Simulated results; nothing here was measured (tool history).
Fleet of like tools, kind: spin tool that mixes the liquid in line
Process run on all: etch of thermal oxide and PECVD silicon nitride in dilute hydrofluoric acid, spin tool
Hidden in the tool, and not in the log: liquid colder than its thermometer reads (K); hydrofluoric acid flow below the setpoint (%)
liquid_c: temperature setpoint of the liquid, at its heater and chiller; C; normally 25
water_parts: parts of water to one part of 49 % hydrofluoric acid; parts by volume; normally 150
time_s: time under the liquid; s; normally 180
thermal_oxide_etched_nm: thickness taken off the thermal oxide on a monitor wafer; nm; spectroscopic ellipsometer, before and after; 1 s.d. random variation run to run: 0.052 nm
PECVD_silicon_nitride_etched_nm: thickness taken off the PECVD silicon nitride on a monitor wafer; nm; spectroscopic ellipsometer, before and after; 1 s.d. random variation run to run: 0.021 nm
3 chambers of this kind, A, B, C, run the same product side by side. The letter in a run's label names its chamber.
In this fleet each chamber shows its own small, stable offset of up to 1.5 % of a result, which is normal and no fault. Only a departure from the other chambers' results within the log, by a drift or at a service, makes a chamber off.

run   hour  liquid_c  water_parts  time_s  hours since the thermometer was replaced  hours since the hydrofluoric acid flow meter was replaced  read-back film thickness of the thermal oxide reference wafer, read on the same gauge (nm)  read-back film thickness of the PECVD silicon nitride reference wafer, read on the same gauge (nm)  thermal_oxide_etched_nm  PECVD_silicon_nitride_etched_nm
 1A   11.9        25          150     180                                     686.6                                                      540.4                                                                                      90.017                                                                                              90.017                   5.8633                           4.1705
 2B   26.4        25          150     180                                       176                                                      105.3                                                                                      89.994                                                                                              90.002                   5.7487                           4.1321
 3C   33.8        25          150     180                                     271.3                                                      662.6                                                                                      89.981                                                                                              89.982                   5.7683                           4.1441
      40.3  -- chamber A: hydrofluoric acid flow meter replaced
 4C   49.9        25          150     180                                     287.4                                                      678.7                                                                                      90.009                                                                                              90.003                    5.854                           4.1294
 5B     57        25          200     180                                     206.6                                                      135.9                                                                                      90.008                                                                                              89.984                   4.0885                           3.0923
 6A   72.9        25          200     180                                     747.6                                                       32.7                                                                                      89.993                                                                                              90.009                   4.1445                           3.1186
 7B   86.8        25          200     180                                     236.4                                                      165.7                                                                                      89.992                                                                                              89.998                   4.1468                           3.1091
 8C  101.4        25          150     180                                     338.9                                                      730.2                                                                                      89.984                                                                                              90.012                     5.77                           4.1294
 9A  113.1        25          150     180                                     787.8                                                       72.9                                                                                      90.006                                                                                              89.988                   5.8307                           4.1613
10C  124.3        25          150     180                                     361.8                                                      753.1                                                                                      90.009                                                                                              89.973                   5.7966                           4.1447
11A  131.9        25          150     180                                     806.6                                                       91.7                                                                                      90.007                                                                                              89.996                   5.8305                           4.1409
12B  138.9        25          210     180                                     288.5                                                      217.8                                                                                      90.007                                                                                               89.98                   3.8682                           2.9611
13A  153.5        25          210     180                                     828.2                                                      113.3                                                                                      89.983                                                                                              90.002                   3.9023                           2.9454
14C  161.6        25          210     180                                     399.1                                                      790.4                                                                                      89.998                                                                                              89.977                   3.8685                            2.963
15B  175.1        25          150     180                                     324.7                                                        254                                                                                      89.993                                                                                              90.009                   5.7269                             4.15
16B  189.8        25          150     180                                     339.4                                                      268.7                                                                                      90.008                                                                                              89.974                   5.7001                           4.1724
17C  199.7        25          150     180                                     437.2                                                      828.5                                                                                      89.979                                                                                              89.987                   5.7628                           4.1315
18A  210.3        25          190     180                                       885                                                      170.1                                                                                      89.994                                                                                              90.018                   4.4203                           3.2613
19C  225.6        25          190     180                                     463.1                                                      854.4                                                                                      89.989                                                                                              89.994                   4.3605                           3.2828
20A  239.7        25          190     180                                     914.4                                                      199.5                                                                                      90.009                                                                                              89.991                   4.4071                           3.2813
21B  249.2        25          150     180                                     398.8                                                      328.1                                                                                      89.967                                                                                              90.014                   5.6958                           4.1202
22B  260.3        25          150     180                                     409.9                                                      339.2                                                                                       89.99                                                                                              90.036                   5.8108                           4.1575
23A  270.9        25          150     180                                     945.6                                                      230.7                                                                                      89.982                                                                                              90.003                   5.9222                           4.1704
24C    279        25          150     180                                     516.5                                                      907.8                                                                                      90.003                                                                                              89.989                   5.7253                           4.1321
25C  294.2        25          150     180                                     531.7                                                        923                                                                                      90.002                                                                                              90.003                   5.7816                           4.1241

The same settings go to every chamber for the next run, one line per chamber below. Forecast the results for each:
26A  305.7        25          150     180                                                                                                                                                                                                                                                                                                                             ?                                ?
26B  305.7        25          150     180                                                                                                                                                                                                                                                                                                                             ?                                ?
26C  305.7        25          150     180                                                                                                                                                                                                                                                                                                                             ?                                ?

run  thermal_oxide_etched_nm  PECVD_silicon_nitride_etched_nm
26A                   5.7776                           4.1573
26B                   5.8427                           4.1921
26C                   5.7993                            4.152

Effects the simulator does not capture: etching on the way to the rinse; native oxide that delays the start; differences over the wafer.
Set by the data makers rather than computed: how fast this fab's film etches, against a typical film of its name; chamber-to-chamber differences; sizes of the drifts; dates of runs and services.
